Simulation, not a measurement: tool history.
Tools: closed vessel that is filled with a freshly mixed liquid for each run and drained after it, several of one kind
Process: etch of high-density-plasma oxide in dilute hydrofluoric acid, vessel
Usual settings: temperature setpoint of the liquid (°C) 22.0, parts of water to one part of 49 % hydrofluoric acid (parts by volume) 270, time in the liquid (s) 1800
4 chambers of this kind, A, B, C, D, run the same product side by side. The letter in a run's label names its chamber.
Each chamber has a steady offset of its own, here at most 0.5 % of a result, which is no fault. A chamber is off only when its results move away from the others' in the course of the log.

run	hour	temperature setpoint of the liquid (°C)	parts of water to one part of 49 % hydrofluoric acid (parts by volume)	time in the liquid (s)	read-back film thickness of the high-density-plasma oxide reference wafer, read on the same gauge (nm)	thickness taken off the high-density-plasma oxide on a monitor wafer (angstrom)
1C	3.0	22.0	270	1800	139.99	381.36
2A	5.9	22.0	270	1800	140.01	380.18
3D	9.9	22.0	270	1800	140.01	381.59
4B	12.0	22.0	270	1800	139.98	378.70
5D	15.9	22.0	270	1800	140.03	382.34
6C	19.2	22.0	270	1800	139.99	382.37
7A	21.9	22.0	270	1800	139.98	377.26
8B	24.3	22.0	270	1800	139.97	382.36
9C	27.0	22.0	270	1800	140.00	380.00
10D	29.5	22.0	270	1800	140.00	380.23
11B	33.8	20.0	270	1800	139.99	353.89
12A	36.9	20.0	270	1800	140.02	351.45
13B	40.0	20.0	270	1800	140.02	350.58
14D	42.5	20.0	270	1800	140.01	352.29
15C	45.5	22.0	270	1800	140.00	377.46
16A	49.4	22.0	270	1800	140.02	376.35
17A	51.6	22.0	205	1800	140.03	534.95
18C	54.6	22.0	205	1800	140.01	532.41
19B	58.4	22.0	205	1800	140.01	533.75
20D	62.7	22.0	205	1800	140.00	540.65
21D	65.9	22.0	345	1800	139.98	282.94
22B	70.1	22.0	345	1800	140.02	274.79
23C	73.3	22.0	345	1800	140.01	279.14
24A	75.3	22.0	345	1800	139.97	276.28
25A	78.2	22.0	270	1800	139.97	381.08
26B	81.9	22.0	270	1800	140.00	381.34
27D	85.9	22.0	270	1800	139.99	394.08
28C	88.4	17.5	270	1095	140.01	195.82
29C	90.8	17.5	270	1095	139.97	196.41
30B	94.3	17.5	270	1095	140.02	194.35
31D	97.3	17.5	270	1095	140.01	206.69
32A	100.3	22.0	270	1800	140.00	376.87
33C	103.7	22.0	270	1800	140.01	381.10
34B	106.8	22.0	270	1800	139.99	379.50
35D	110.0	22.0	270	1800	139.99	402.51

Is one chamber off against the others, does the gauge drift, or is nothing wrong? If a chamber is off, say which, and what the likeliest cause is.

Chamber D drifts away from the others.
Cause: liquid hotter than its thermometer reads (K) = 1.8.
The log may not tell that from: hydrofluoric acid flow above the setpoint (%).

Here are 4 candidates for chamber D's next run, each the usual settings with a change, their results left as question marks. Which one brings its results back in line with what the others give on the usual settings?
In line means no further than this from the other chambers' mean on the usual settings: thickness taken off the high-density-plasma oxide on a monitor wafer (angstrom) 8.00
36D-1	113.1	22.0	270	1925		?
36D-2	113.1	22.0	285	1800		?
36D-3	113.1	22.0	285	1700		?
36D-4	113.1	22.0	255	1905		?

The other chambers' mean on the usual settings: thickness taken off the high-density-plasma oxide on a monitor wafer (angstrom) 378.93
run	thickness taken off the high-density-plasma oxide on a monitor wafer (angstrom)
36D-1	435.39
36D-2	380.22
36D-3	359.10
36D-4	462.85
36D-2 brings the chamber back in line.
